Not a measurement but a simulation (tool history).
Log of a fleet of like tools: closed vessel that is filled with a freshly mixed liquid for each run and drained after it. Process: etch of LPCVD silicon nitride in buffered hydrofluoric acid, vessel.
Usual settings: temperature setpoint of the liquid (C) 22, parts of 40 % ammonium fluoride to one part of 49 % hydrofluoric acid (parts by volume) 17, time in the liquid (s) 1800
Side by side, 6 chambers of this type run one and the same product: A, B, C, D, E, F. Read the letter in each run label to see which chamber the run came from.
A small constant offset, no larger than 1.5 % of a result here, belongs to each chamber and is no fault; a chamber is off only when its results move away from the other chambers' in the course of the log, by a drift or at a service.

run,hour,temperature setpoint of the liquid (C),parts of 40 % ammonium fluoride to one part of 49 % hydrofluoric acid (parts by volume),time in the liquid (s),hours since the thermometer was replaced,hours since the hydrofluoric acid flow meter was replaced,"read-back film thickness of the LPCVD silicon nitride reference wafer, read on the same gauge (nm)",thickness taken off the LPCVD silicon nitride on a monitor wafer (nm)
1D,3.9,22,17,1800,1633.3,801.2,79.923,12.7780
2C,7.0,22,17,1800,217.8,873.7,80.009,12.8850
3E,12.7,22,17,1800,838.7,698.7,80.036,12.7370
4F,16.4,22,17,1800,451.7,186.0,79.995,12.6250
5B,21.7,22,17,1800,1616.5,179.1,79.998,12.8760
6A,25.9,22,17,1800,883.0,901.1,79.969,12.9010
7A,30.4,22,17,1800,887.5,905.6,79.965,12.8290
8D,33.7,22,17,1800,1663.1,831.0,79.984,12.9090
9E,37.8,22,17,1800,863.8,723.8,79.997,12.6470
10B,42.5,22,17,1800,1637.3,199.9,80.006,12.8630
11F,48.7,22,17,1800,484.0,218.3,79.989,12.7490
12C,54.3,22,17,1800,265.1,921.0,79.991,13.0120
13A,58.9,22,17,1800,916.0,934.1,79.946,12.9710
14E,62.6,22,17,1800,888.6,748.6,80.024,12.7180
15F,68.6,22,17,1800,503.9,238.2,79.979,12.7790
16D,73.0,22,15,1080,1702.4,870.3,80.006,8.7410
17B,77.3,22,15,1080,1672.1,234.7,79.977,8.6933
18C,80.9,22,15,1080,291.7,947.6,80.024,8.7912
19F,85.2,22,15,1080,520.5,254.8,79.998,8.6099
20B,89.8,22,15,1080,1684.6,247.2,79.958,8.7972
21C,96.2,22,15,1080,307.0,962.9,80.039,8.6745
22A,102.7,22,17,1800,959.8,977.9,79.989,12.9740
# hour 104.2: chamber F: thermometer replaced
23E,106.7,22,17,1800,932.7,792.7,79.992,12.7780
24D,111.9,22,17,1800,1741.3,909.2,80.057,12.8190
25A,115.3,22,17,1800,972.4,990.5,79.986,12.9280
26E,121.4,22,17,1800,947.4,807.4,79.950,12.8030
27F,124.4,22,17,1800,20.2,294.0,80.028,12.8120
28D,127.7,22,17,1800,1757.1,925.0,79.986,12.9130
29B,130.6,22,17,1800,1725.4,288.0,80.004,12.8260
# hour 131.2: chamber D: hydrofluoric acid flow meter replaced
30C,133.7,22,17,1800,344.5,1000.4,79.999,12.9420
31C,140.1,22,17,1800,350.9,1006.8,80.001,13.0010
32D,146.4,22,17,1800,1775.8,15.3,80.006,12.8380
33B,152.9,22,17,2790,1747.7,310.3,80.010,19.8370
34E,157.0,22,17,2790,983.0,843.0,80.009,19.8570
35F,163.3,22,17,2790,59.1,332.9,79.982,19.7980
36A,168.5,22,17,2790,1025.6,1043.7,79.984,20.0110

Next, all 6 chambers run the settings below, one line each with question marks for the results. What does each chamber give?
37A,173.2,22,17,1800,,,,?
37B,173.2,22,17,1800,,,,?
37C,173.2,22,17,1800,,,,?
37D,173.2,22,17,1800,,,,?
37E,173.2,22,17,1800,,,,?
37F,173.2,22,17,1800,,,,?

run,thickness taken off the LPCVD silicon nitride on a monitor wafer (nm)
37A,13.1000
37B,12.9670
37C,12.8300
37D,12.7840
37E,12.7130
37F,12.9090
